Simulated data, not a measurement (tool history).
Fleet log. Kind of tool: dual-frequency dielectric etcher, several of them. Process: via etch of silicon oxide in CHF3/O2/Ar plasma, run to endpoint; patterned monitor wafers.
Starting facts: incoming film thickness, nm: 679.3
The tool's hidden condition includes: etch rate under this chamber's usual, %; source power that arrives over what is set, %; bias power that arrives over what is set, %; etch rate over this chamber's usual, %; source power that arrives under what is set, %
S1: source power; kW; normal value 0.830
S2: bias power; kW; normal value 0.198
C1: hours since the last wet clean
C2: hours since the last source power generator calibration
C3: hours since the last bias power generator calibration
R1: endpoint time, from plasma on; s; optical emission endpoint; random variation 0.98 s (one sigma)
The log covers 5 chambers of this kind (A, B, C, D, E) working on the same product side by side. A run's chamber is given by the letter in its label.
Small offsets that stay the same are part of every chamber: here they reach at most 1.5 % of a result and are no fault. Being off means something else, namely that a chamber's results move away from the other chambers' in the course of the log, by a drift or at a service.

run	hour	S1	S2	C1	C2	C3	R1
1C	2.5	0.830	0.198	231.8	3774.8	2206.3	294.02
2B	6.6	0.830	0.198	43.5	1873.2	1343.2	293.37
3D	10.0	0.830	0.198	136.6	276.5	1698.6	295.63
4A	13.1	0.830	0.198	443.1	274.8	3352.3	297.96
5E	16.7	0.830	0.198	24.8	645.6	2975.4	295.30
6A	19.1	0.830	0.149	449.1	280.8	3358.3	326.91
7B	22.0	0.830	0.149	58.9	1888.6	1358.6	319.37
8D	24.3	0.830	0.149	150.9	290.8	1712.9	322.80
9E	27.7	0.830	0.149	35.8	656.6	2986.4	321.56
10C	31.1	0.830	0.149	260.4	3803.4	2234.9	324.42
11D	33.5	0.830	0.198	160.1	300.0	1722.1	296.27
12C	36.2	0.830	0.198	265.5	3808.5	2240.0	295.21
13A	38.9	0.830	0.198	468.9	300.6	3378.1	295.97
14B	41.3	0.830	0.198	78.2	1907.9	1377.9	291.81
15E	45.0	0.830	0.198	53.1	673.9	3003.7	293.77
16C	47.3	0.830	0.198	276.6	3819.6	2251.1	293.62
17A	49.6	0.830	0.198	479.6	311.3	3388.8	297.10
18E	51.6	0.830	0.198	59.7	680.5	3010.3	296.73
# hour 51.7: chamber A: wet clean of the chamber
19B	55.2	0.830	0.198	92.1	1921.8	1391.8	294.30
20D	59.5	0.830	0.198	186.1	326.0	1748.1	293.55
21B	62.0	0.670	0.162	98.9	1928.6	1398.6	338.18
22D	65.8	0.670	0.162	192.4	332.3	1754.4	341.07
23E	69.9	0.670	0.162	78.0	698.8	3028.6	341.90
24C	72.0	0.670	0.162	301.3	3844.3	2275.8	342.71
25A	73.9	0.670	0.162	22.3	335.6	3413.1	353.59
26A	77.5	0.830	0.198	25.9	339.2	3416.7	303.57
27D	79.9	0.830	0.161	206.5	346.4	1768.5	314.78
28C	84.0	0.830	0.161	313.3	3856.3	2287.8	313.03
29E	87.4	0.830	0.161	95.5	716.3	3046.1	314.11
30B	89.3	0.830	0.161	126.2	1955.9	1425.9	311.91
31B	92.3	0.830	0.161	129.2	1958.9	1428.9	314.36
32A	95.6	0.930	0.198	44.0	357.3	3434.8	289.79
33D	99.4	0.930	0.198	226.0	365.9	1788.0	281.92
34C	103.8	0.930	0.198	333.1	3876.1	2307.6	281.93
35E	106.6	0.930	0.198	114.7	735.5	3065.3	282.30
36A	109.7	0.930	0.198	58.1	371.4	3448.9	290.43
37C	112.3	0.830	0.198	341.6	3884.6	2316.1	293.65
38B	115.3	0.830	0.198	152.2	1981.9	1451.9	290.98
39E	119.4	0.830	0.198	127.5	748.3	3078.1	295.35
40D	121.8	0.730	0.198	248.4	388.3	1810.4	309.13
41C	123.8	0.730	0.198	353.1	3896.1	2327.6	308.97
42E	126.5	0.730	0.198	134.6	755.4	3085.2	309.89
43B	130.1	0.730	0.198	167.0	1996.7	1466.7	304.83
44D	132.9	0.730	0.198	259.5	399.4	1821.5	310.93

Does one chamber stand apart from the rest, does the shared gauge drift, or is all well apart from small per-chamber offsets? Give the chamber and the most likely cause, where there is one.

Chamber A has stood off from the others ever since a service on it.
What lies behind it: etch rate under this chamber's usual, % = 1.95.

Below are 4 candidate recipes for chamber A's next run, each the usual settings with a change, their results shown as question marks. Which of them brings A's results back in line with what the other chambers give on the usual settings?
Maximum distance from the other chambers' mean on the usual settings for a result to count as in line: R1 3.40 s
45A-1	136.0	0.950	0.198				?
45A-2	136.0	0.770	0.185				?
45A-3	136.0	0.830	0.216				?
45A-4	136.0	0.790	0.190				?

Other chambers, usual settings, mean: R1 294.01 s
run	R1
45A-1	287.40
45A-2	318.54
45A-3	293.78
45A-4	312.64
45A-3 brings the chamber back in line.
